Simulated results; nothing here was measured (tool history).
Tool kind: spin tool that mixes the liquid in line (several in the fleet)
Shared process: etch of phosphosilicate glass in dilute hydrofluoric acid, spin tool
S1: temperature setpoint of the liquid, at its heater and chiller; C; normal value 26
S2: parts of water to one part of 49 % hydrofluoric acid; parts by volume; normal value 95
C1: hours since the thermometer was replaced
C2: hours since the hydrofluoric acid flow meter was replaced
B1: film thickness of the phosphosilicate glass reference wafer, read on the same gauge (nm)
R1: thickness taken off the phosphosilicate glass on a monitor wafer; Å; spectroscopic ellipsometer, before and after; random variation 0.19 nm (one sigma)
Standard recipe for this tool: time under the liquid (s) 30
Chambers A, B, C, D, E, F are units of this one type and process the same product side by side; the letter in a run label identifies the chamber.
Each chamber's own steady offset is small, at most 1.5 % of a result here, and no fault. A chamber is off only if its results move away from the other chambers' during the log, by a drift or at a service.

{"run": "1F", "day": 0.333, "S1": 26, "S2": 95, "time under the liquid (s)": 30, "C1": 261.0, "C2": 792.4, "B1": 129.99, "R1": 312.56}
{"day": 0.862, "done": "chamber B: hydrofluoric acid flow meter replaced"}
{"run": "2D", "day": 0.875, "S1": 26, "S2": 95, "time under the liquid (s)": 30, "C1": 799.6, "C2": 221.9, "B1": 129.99, "R1": 310.05}
{"run": "3A", "day": 1.162, "S1": 26, "S2": 95, "time under the liquid (s)": 30, "C1": 756.4, "C2": 802.5, "B1": 130.03, "R1": 313.73}
{"run": "4B", "day": 1.721, "S1": 26, "S2": 95, "time under the liquid (s)": 30, "C1": 1596.2, "C2": 20.6, "B1": 129.97, "R1": 311.19}
{"run": "5E", "day": 2.079, "S1": 26, "S2": 95, "time under the liquid (s)": 30, "C1": 707.1, "C2": 638.0, "B1": 129.96, "R1": 311.39}
{"run": "6C", "day": 2.479, "S1": 26, "S2": 95, "time under the liquid (s)": 30, "C1": 987.3, "C2": 1529.6, "B1": 130.0, "R1": 309.5}
{"day": 2.817, "done": "chamber C: thermometer replaced"}
{"run": "7D", "day": 2.875, "S1": 29, "S2": 50, "time under the liquid (s)": 30, "C1": 847.6, "C2": 269.9, "B1": 129.98, "R1": 715.99}
{"run": "8C", "day": 3.292, "S1": 29, "S2": 50, "time under the liquid (s)": 30, "C1": 11.5, "C2": 1549.1, "B1": 129.97, "R1": 708.11}
{"run": "9A", "day": 3.538, "S1": 29, "S2": 50, "time under the liquid (s)": 30, "C1": 813.4, "C2": 859.5, "B1": 130.01, "R1": 707.35}
{"run": "10B", "day": 3.904, "S1": 29, "S2": 50, "time under the liquid (s)": 30, "C1": 1648.6, "C2": 73.0, "B1": 129.98, "R1": 714.28}
{"run": "11E", "day": 4.442, "S1": 29, "S2": 50, "time under the liquid (s)": 30, "C1": 763.8, "C2": 694.7, "B1": 130.02, "R1": 707.54}
{"run": "12F", "day": 4.892, "S1": 29, "S2": 50, "time under the liquid (s)": 30, "C1": 370.4, "C2": 901.8, "B1": 129.98, "R1": 714.44}
{"run": "13D", "day": 5.342, "S1": 26, "S2": 95, "time under the liquid (s)": 30, "C1": 906.8, "C2": 329.1, "B1": 130.0, "R1": 307.79}
{"run": "14B", "day": 5.821, "S1": 26, "S2": 95, "time under the liquid (s)": 30, "C1": 1694.6, "C2": 119.0, "B1": 129.99, "R1": 313.75}
{"run": "15F", "day": 6.112, "S1": 26, "S2": 95, "time under the liquid (s)": 30, "C1": 399.7, "C2": 931.1, "B1": 129.99, "R1": 309.38}
{"run": "16E", "day": 6.642, "S1": 26, "S2": 95, "time under the liquid (s)": 30, "C1": 816.6, "C2": 747.5, "B1": 129.98, "R1": 305.84}
{"run": "17C", "day": 7.096, "S1": 29, "S2": 95, "time under the liquid (s)": 30, "C1": 102.8, "C2": 1640.4, "B1": 130.04, "R1": 350.75}
{"run": "18A", "day": 7.638, "S1": 29, "S2": 95, "time under the liquid (s)": 30, "C1": 911.8, "C2": 957.9, "B1": 130.01, "R1": 349.35}
{"run": "19A", "day": 7.908, "S1": 29, "S2": 95, "time under the liquid (s)": 30, "C1": 918.3, "C2": 964.4, "B1": 130.0, "R1": 341.52}
{"run": "20B", "day": 8.217, "S1": 29, "S2": 95, "time under the liquid (s)": 30, "C1": 1752.1, "C2": 176.5, "B1": 130.03, "R1": 352.57}
{"run": "21F", "day": 8.6, "S1": 29, "S2": 95, "time under the liquid (s)": 30, "C1": 459.4, "C2": 990.8, "B1": 130.0, "R1": 354.37}
{"day": 8.733, "done": "chamber E: thermometer replaced"}
{"run": "22D", "day": 9.133, "S1": 29, "S2": 95, "time under the liquid (s)": 30, "C1": 997.8, "C2": 420.1, "B1": 130.01, "R1": 350.64}
{"run": "23E", "day": 9.629, "S1": 26, "S2": 120, "time under the liquid (s)": 30, "C1": 21.6, "C2": 819.2, "B1": 130.0, "R1": 236.99}
{"run": "24C", "day": 9.888, "S1": 26, "S2": 120, "time under the liquid (s)": 30, "C1": 169.8, "C2": 1707.4, "B1": 129.99, "R1": 235.84}
{"run": "25C", "day": 10.454, "S1": 26, "S2": 120, "time under the liquid (s)": 30, "C1": 183.4, "C2": 1721.0, "B1": 130.0, "R1": 237.79}
{"run": "26F", "day": 10.971, "S1": 26, "S2": 120, "time under the liquid (s)": 30, "C1": 516.3, "C2": 1047.7, "B1": 130.01, "R1": 238.04}
{"run": "27B", "day": 11.3, "S1": 26, "S2": 120, "time under the liquid (s)": 30, "C1": 1826.1, "C2": 250.5, "B1": 130.01, "R1": 239.69}
{"run": "28E", "day": 11.783, "S1": 26, "S2": 120, "time under the liquid (s)": 30, "C1": 73.3, "C2": 870.9, "B1": 129.98, "R1": 237.29}
{"run": "29A", "day": 12.288, "S1": 26, "S2": 95, "time under the liquid (s)": 30, "C1": 1023.4, "C2": 1069.5, "B1": 129.99, "R1": 304.36}
{"run": "30D", "day": 12.758, "S1": 26, "S2": 95, "time under the liquid (s)": 30, "C1": 1084.8, "C2": 507.1, "B1": 130.02, "R1": 314.95}
{"run": "31C", "day": 13.112, "S1": 26, "S2": 95, "time under the liquid (s)": 30, "C1": 247.2, "C2": 1784.8, "B1": 130.02, "R1": 309.84}
{"run": "32B", "day": 13.558, "S1": 26, "S2": 95, "time under the liquid (s)": 30, "C1": 1880.3, "C2": 304.7, "B1": 130.0, "R1": 312.99}
{"run": "33E", "day": 13.875, "S1": 26, "S2": 95, "time under the liquid (s)": 30, "C1": 123.5, "C2": 921.1, "B1": 130.0, "R1": 306.23}
{"run": "34F", "day": 14.392, "S1": 26, "S2": 95, "time under the liquid (s)": 30, "C1": 598.4, "C2": 1129.8, "B1": 130.01, "R1": 316.61}
{"run": "35D", "day": 14.721, "S1": 26, "S2": 95, "time under the liquid (s)": 30, "C1": 1131.9, "C2": 554.2, "B1": 129.98, "R1": 309.48}
{"run": "36A", "day": 15.104, "S1": 26, "S2": 95, "time under the liquid (s)": 30, "C1": 1091.0, "C2": 1137.1, "B1": 129.96, "R1": 298.39}
{"run": "37A", "day": 15.433, "S1": 26, "S2": 95, "time under the liquid (s)": 30, "C1": 1098.9, "C2": 1145.0, "B1": 130.02, "R1": 299.34}
{"run": "38E", "day": 15.838, "S1": 26, "S2": 95, "time under the liquid (s)": 30, "C1": 170.6, "C2": 968.2, "B1": 130.02, "R1": 309.28}
{"run": "39D", "day": 16.254, "S1": 26, "S2": 95, "time under the liquid (s)": 30, "C1": 1168.7, "C2": 591.0, "B1": 129.99, "R1": 310.92}
{"run": "40F", "day": 16.754, "S1": 26, "S2": 95, "time under the liquid (s)": 30, "C1": 655.1, "C2": 1186.5, "B1": 129.96, "R1": 315.7}
{"run": "41B", "day": 17.196, "S1": 26, "S2": 95, "time under the liquid (s)": 30, "C1": 1967.6, "C2": 392.0, "B1": 129.98, "R1": 313.38}

All chambers now run identical settings, listed one chamber a line with results as question marks. What results will each chamber show?
{"run": "42A", "day": 17.604, "S1": 26, "S2": 95, "time under the liquid (s)": 45, "R1": "?"}
{"run": "42B", "day": 17.604, "S1": 26, "S2": 95, "time under the liquid (s)": 45, "R1": "?"}
{"run": "42C", "day": 17.604, "S1": 26, "S2": 95, "time under the liquid (s)": 45, "R1": "?"}
{"run": "42D", "day": 17.604, "S1": 26, "S2": 95, "time under the liquid (s)": 45, "R1": "?"}
{"run": "42E", "day": 17.604, "S1": 26, "S2": 95, "time under the liquid (s)": 45, "R1": "?"}
{"run": "42F", "day": 17.604, "S1": 26, "S2": 95, "time under the liquid (s)": 45, "R1": "?"}

run=42A R1=442.44
run=42B R1=468.21
run=42C R1=463.89
run=42D R1=472.10
run=42E R1=466.88
run=42F R1=467.46
